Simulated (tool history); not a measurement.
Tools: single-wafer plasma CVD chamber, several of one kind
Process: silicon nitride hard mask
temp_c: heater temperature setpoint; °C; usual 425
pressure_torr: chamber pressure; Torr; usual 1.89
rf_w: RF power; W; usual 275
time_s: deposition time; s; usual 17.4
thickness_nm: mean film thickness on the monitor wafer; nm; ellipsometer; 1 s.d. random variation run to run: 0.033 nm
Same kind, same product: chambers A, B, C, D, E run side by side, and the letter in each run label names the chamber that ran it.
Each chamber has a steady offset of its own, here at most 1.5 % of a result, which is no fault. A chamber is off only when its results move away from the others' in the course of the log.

run	hour	temp_c	pressure_torr	rf_w	time_s	read-back reference wafer on the same gauge, thickness_nm	thickness_nm
1B	2.7	425	1.89	275	17.4	18.895	19.696
2D	7.1	425	1.89	275	17.4	18.894	19.745
3C	11.3	425	1.89	275	17.4	18.881	19.768
4E	15.7	425	1.89	275	17.4	18.88	19.615
5A	19.8	425	2.11	295	17.4	18.882	21.485
6E	23.5	425	2.11	295	17.4	18.879	21.181
7C	27.4	425	2.11	295	17.4	18.881	21.304
8D	31.6	425	2.11	295	17.4	18.88	21.331
9A	35.4	425	2.11	295	17.4	18.878	21.499
10B	38.9	425	1.89	275	17.4	18.877	19.691
11A	42.6	425	1.89	275	17.4	18.864	19.841
12B	46.2	425	1.89	275	17.4	18.86	19.618
13D	48.8	425	1.89	275	17.4	18.862	19.669
14C	51.6	425	1.89	275	17.4	18.865	19.704
15E	54.5	425	1.89	275	17.4	18.855	19.556
16B	58.1	425	1.89	275	17.4	18.853	19.678
17C	60.5	425	1.89	275	17.4	18.851	19.672
18A	63.3	425	1.89	275	17.4	18.845	19.849
19D	67.5	425	1.89	275	17.4	18.848	19.735
20E	71.8	425	1.89	275	17.4	18.833	19.54
21E	76.4	425	1.89	275	17.4	18.835	19.524
22D	80.7	425	1.89	275	17.4	18.831	19.778
23B	85.3	425	1.89	275	17.4	18.836	19.696
24C	88.1	425	1.89	275	17.4	18.822	19.701
# hour 90.3: chamber E: thermocouple changed; heater temperature recalibrated
25A	92.8	425	1.89	275	17.4	18.827	19.843
26D	96.3	425	1.89	275	17.4	18.821	19.7
27A	98.5	425	1.89	305	14.9	18.816	18.207
28E	101.5	425	1.89	305	14.9	18.818	17.985
29C	105.6	425	1.89	305	14.9	18.812	18.062
30B	109.1	425	1.89	305	14.9	18.815	17.99
31E	113.6	425	1.89	305	14.9	18.807	17.86
32B	118.1	425	1.89	275	17.4	18.807	19.556
33A	121.7	425	1.89	275	17.4	18.797	19.746
34D	125	425	1.89	275	17.4	18.799	19.646
35C	127.9	425	1.89	275	17.4	18.803	19.614
36A	130.2	425	1.89	275	17.4	18.794	19.745
37E	134.7	425	1.89	275	17.4	18.782	19.53
38C	138.1	425	1.43	275	19.4	18.783	20.167
39D	142.2	425	1.43	275	19.4	18.784	20.267
40B	145.6	425	1.43	275	19.4	18.789	20.103
41A	148.2	425	1.43	275	19.4	18.773	20.301
42D	150.9	425	1.43	275	19.4	18.786	20.264
43C	153.4	425	1.89	275	17.4	18.774	19.657
44B	155.6	438	1.89	275	17.4	18.771	19.433

Does one chamber stand apart from the rest, does the shared gauge drift, or is all well apart from small per-chamber offsets? Give the chamber and the most likely cause, where there is one.

It is the gauge, not a chamber: its drift shows up in every chamber's results at once, and no chamber is off.
Likeliest cause: gauge reads low (%) = 0.693.
